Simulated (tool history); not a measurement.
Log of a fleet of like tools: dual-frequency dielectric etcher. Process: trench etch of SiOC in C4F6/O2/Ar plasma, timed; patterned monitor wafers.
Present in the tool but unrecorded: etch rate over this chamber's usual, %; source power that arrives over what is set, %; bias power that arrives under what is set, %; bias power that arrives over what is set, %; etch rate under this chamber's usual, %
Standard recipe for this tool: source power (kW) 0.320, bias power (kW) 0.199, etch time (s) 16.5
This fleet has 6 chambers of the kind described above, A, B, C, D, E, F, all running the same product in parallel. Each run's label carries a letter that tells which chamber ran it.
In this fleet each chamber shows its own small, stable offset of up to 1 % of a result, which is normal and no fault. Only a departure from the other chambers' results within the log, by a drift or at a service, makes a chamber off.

run	hour	source power (kW)	bias power (kW)	etch time (s)	hours since the last wet clean	hours since the last source power generator calibration	hours since the last bias power generator calibration	read-back reference wafer on the same gauge, depth_nm	mean etch depth across the wafer (angstrom)
1F	4.1	0.320	0.199	16.5	227.1	1802.1	1659.2	33.105	324.02
2D	6.6	0.320	0.199	16.5	466.7	1644.9	3731.3	33.098	324.94
3E	9.4	0.320	0.199	16.5	230.1	2695.2	3007.2	33.120	323.75
4C	13.7	0.320	0.199	16.5	467.4	4124.1	2481.1	33.123	323.25
# hour 15.6: chamber F: source power generator calibrated
5A	18.2	0.320	0.199	16.5	382.9	2548.2	2281.0	33.120	326.39
# hour 19.1: chamber D: wet clean of the chamber
6B	21.5	0.320	0.199	16.5	120.7	4400.0	1203.2	33.124	326.24
7D	25.3	0.320	0.199	16.5	6.2	1663.6	3750.0	33.132	324.77
8E	27.9	0.320	0.199	16.5	248.6	2713.7	3025.7	33.131	324.53
9A	31.3	0.280	0.244	16.5	396.0	2561.3	2294.1	33.138	330.93
10F	35.0	0.280	0.244	16.5	258.0	19.4	1690.1	33.151	329.23
11B	37.1	0.280	0.244	16.5	136.3	4415.6	1218.8	33.137	331.84
12C	40.8	0.280	0.244	16.5	494.5	4151.2	2508.2	33.140	330.21
13A	42.9	0.280	0.244	16.5	407.6	2572.9	2305.7	33.150	331.67
# hour 46.4: chamber C: source power generator calibrated
14D	47.0	0.280	0.244	16.5	27.9	1685.3	3771.7	33.164	330.15
15C	49.1	0.320	0.199	16.5	502.8	2.8	2516.5	33.156	324.17
16F	52.0	0.320	0.199	16.5	275.0	36.4	1707.1	33.164	323.92
17B	54.2	0.320	0.199	16.5	153.4	4432.7	1235.9	33.158	325.70
18E	58.3	0.320	0.199	16.5	279.0	2744.1	3056.1	33.175	323.82
19B	61.7	0.320	0.199	16.5	160.9	4440.2	1243.4	33.182	326.22
20A	63.9	0.320	0.199	16.5	428.6	2593.9	2326.7	33.193	325.85
21E	68.5	0.320	0.199	16.5	289.2	2754.3	3066.3	33.185	324.69
22F	70.4	0.320	0.199	16.5	293.4	54.8	1725.5	33.189	323.94
23D	74.1	0.320	0.199	16.5	55.0	1712.4	3798.8	33.177	325.59
24C	77.6	0.320	0.199	16.5	531.3	31.3	2545.0	33.203	323.76
25A	80.6	0.320	0.199	16.5	445.3	2610.6	2343.4	33.208	325.43
26E	85.0	0.320	0.199	16.5	305.7	2770.8	3082.8	33.204	324.99
27B	88.4	0.320	0.199	16.5	187.6	4466.9	1270.1	33.212	327.03
28F	91.2	0.320	0.199	16.5	314.2	75.6	1746.3	33.209	323.70
29D	94.6	0.320	0.199	16.5	75.5	1732.9	3819.3	33.216	324.94
# hour 96.4: chamber C: wet clean of the chamber
30C	97.7	0.320	0.199	16.5	1.3	51.4	2565.1	33.227	324.90
31B	99.9	0.320	0.199	16.5	199.1	4478.4	1281.6	33.224	327.45
32F	102.8	0.320	0.199	16.5	325.8	87.2	1757.9	33.233	324.40
33D	106.3	0.320	0.199	16.5	87.2	1744.6	3831.0	33.241	325.61
34C	109.4	0.320	0.199	16.5	13.0	63.1	2576.8	33.231	324.84
35A	113.4	0.320	0.233	16.5	478.1	2643.4	2376.2	33.241	344.81
36E	117.2	0.320	0.233	16.5	337.9	2803.0	3115.0	33.237	342.46
37F	119.6	0.320	0.233	16.5	342.6	104.0	1774.7	33.237	342.46
38B	121.6	0.320	0.233	16.5	220.8	4500.1	1303.3	33.244	344.69
39D	125.8	0.320	0.233	16.5	106.7	1764.1	3850.5	33.270	343.12
40C	128.0	0.320	0.233	16.5	31.6	81.7	2595.4	33.264	342.36
41A	130.9	0.320	0.199	16.5	495.6	2660.9	2393.7	33.269	326.67
42E	133.0	0.320	0.199	16.5	353.7	2818.8	3130.8	33.260	325.03
43A	136.7	0.320	0.199	16.5	501.4	2666.7	2399.5	33.271	326.98
44F	140.8	0.320	0.199	16.5	363.8	125.2	1795.9	33.279	323.93

Next, all 6 chambers run the settings below, one line each with question marks for the results. What does each chamber give?
45A	144.1	0.250	0.199	16.5					?
45B	144.1	0.250	0.199	16.5					?
45C	144.1	0.250	0.199	16.5					?
45D	144.1	0.250	0.199	16.5					?
45E	144.1	0.250	0.199	16.5					?
45F	144.1	0.250	0.199	16.5					?

run	mean etch depth across the wafer (angstrom)
45A	296.88
45B	297.61
45C	296.12
45D	297.13
45E	295.32
45F	295.30
